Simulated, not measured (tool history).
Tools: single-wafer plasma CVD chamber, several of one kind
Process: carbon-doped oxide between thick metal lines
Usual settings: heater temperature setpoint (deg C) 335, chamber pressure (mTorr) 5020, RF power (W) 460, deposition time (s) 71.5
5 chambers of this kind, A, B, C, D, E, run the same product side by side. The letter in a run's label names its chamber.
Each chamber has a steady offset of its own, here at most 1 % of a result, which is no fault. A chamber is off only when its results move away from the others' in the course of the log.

run,hour,heater temperature setpoint (deg C),chamber pressure (mTorr),RF power (W),deposition time (s),hours since the last thermocouple change,hours since the last RF generator calibration,hours since the last manometer calibration,"read-back reference wafer on the same gauge, thickness_nm",mean film thickness on the monitor wafer (nm)
1D,9.4,335,5020,460,71.5,2074.9,372.3,1690.6,329.11,356.32
2B,18.2,335,5020,460,71.5,566.0,274.2,284.9,328.98,356.06
3C,31.2,335,5020,460,71.5,599.2,1255.5,245.7,328.91,360.29
4A,42.4,335,5020,460,71.5,311.1,80.9,1452.2,328.54,362.84
5E,52.1,335,5020,460,71.5,1168.4,473.2,65.5,329.02,358.04
6C,65.1,335,5020,460,71.5,633.1,1289.4,279.6,328.25,358.44
# hour 65.6: chamber C: RF generator calibrated
7B,74.7,335,5020,460,71.5,622.5,330.7,341.4,329.44,356.73
8D,83.3,328,5020,370,71.5,2148.8,446.2,1764.5,328.83,307.48
9A,97.0,328,5020,370,71.5,365.7,135.5,1506.8,329.23,312.38
10E,106.9,328,5020,370,71.5,1223.2,528.0,120.3,328.67,307.20
11C,121.1,328,5020,370,71.5,689.1,55.5,335.6,328.68,312.85
12B,132.4,328,5020,370,71.5,680.2,388.4,399.1,328.59,312.44
13D,145.2,335,5020,460,71.5,2210.7,508.1,1826.4,329.24,349.85
14A,154.6,335,5020,460,71.5,423.3,193.1,1564.4,329.24,359.01
15E,170.3,335,5020,460,71.5,1286.6,591.4,183.7,329.16,358.22
16E,179.7,335,5020,460,71.5,1296.0,600.8,193.1,328.77,359.36
17D,191.4,335,5020,460,71.5,2256.9,554.3,1872.6,328.59,348.03
18A,207.0,335,5020,460,71.5,475.7,245.5,1616.8,329.30,360.05
19C,219.2,335,5020,460,71.5,787.2,153.6,433.7,328.83,356.27
20B,231.1,335,5020,460,71.5,778.9,487.1,497.8,329.12,359.59
21D,239.3,335,5020,460,71.5,2304.8,602.2,1920.5,328.91,344.05
22C,250.1,335,6080,460,71.5,818.1,184.5,464.6,329.06,368.16
23A,258.9,335,6080,460,71.5,527.6,297.4,1668.7,328.43,367.10
24B,270.9,335,6080,460,71.5,818.7,526.9,537.6,329.31,361.80
25E,279.1,335,6080,460,71.5,1395.4,700.2,292.5,329.29,364.96
26E,292.2,335,6080,460,71.5,1408.5,713.3,305.6,328.94,366.91
# hour 292.6: chamber E: thermocouple changed; heater temperature recalibrated
27C,302.4,335,5020,460,71.5,870.4,236.8,516.9,328.34,358.13
28A,314.2,335,5020,460,71.5,582.9,352.7,1724.0,329.48,357.74
# hour 324.6: chamber A: capacitance manometer re-zeroed and calibrated
29B,325.1,335,5020,460,71.5,872.9,581.1,591.8,328.80,355.44
30D,339.0,335,5020,460,71.5,2404.5,701.9,2020.2,329.48,339.28
31A,347.2,335,4280,460,62.5,615.9,385.7,22.6,329.38,308.77
32E,359.5,335,4280,460,62.5,66.9,780.6,372.9,328.88,306.71
33C,374.6,335,4280,460,62.5,942.6,309.0,589.1,328.71,309.11
34B,387.7,335,4280,460,62.5,935.5,643.7,654.4,329.14,304.14
35D,401.3,335,4280,460,62.5,2466.8,764.2,2082.5,329.30,292.94
36A,411.6,335,5020,460,71.5,680.3,450.1,87.0,328.88,360.36
37E,425.2,335,5020,460,71.5,132.6,846.3,438.6,328.98,352.70
38C,433.7,335,5020,460,71.5,1001.7,368.1,648.2,328.70,358.83

All 5 chambers run these settings next. Forecast each chamber's results:
39A,445.4,335,5020,495,71.5,,,,,?
39B,445.4,335,5020,495,71.5,,,,,?
39C,445.4,335,5020,495,71.5,,,,,?
39D,445.4,335,5020,495,71.5,,,,,?
39E,445.4,335,5020,495,71.5,,,,,?

run,mean film thickness on the monitor wafer (nm)
39A,374.17
39B,371.35
39C,376.10
39D,354.49
39E,374.62

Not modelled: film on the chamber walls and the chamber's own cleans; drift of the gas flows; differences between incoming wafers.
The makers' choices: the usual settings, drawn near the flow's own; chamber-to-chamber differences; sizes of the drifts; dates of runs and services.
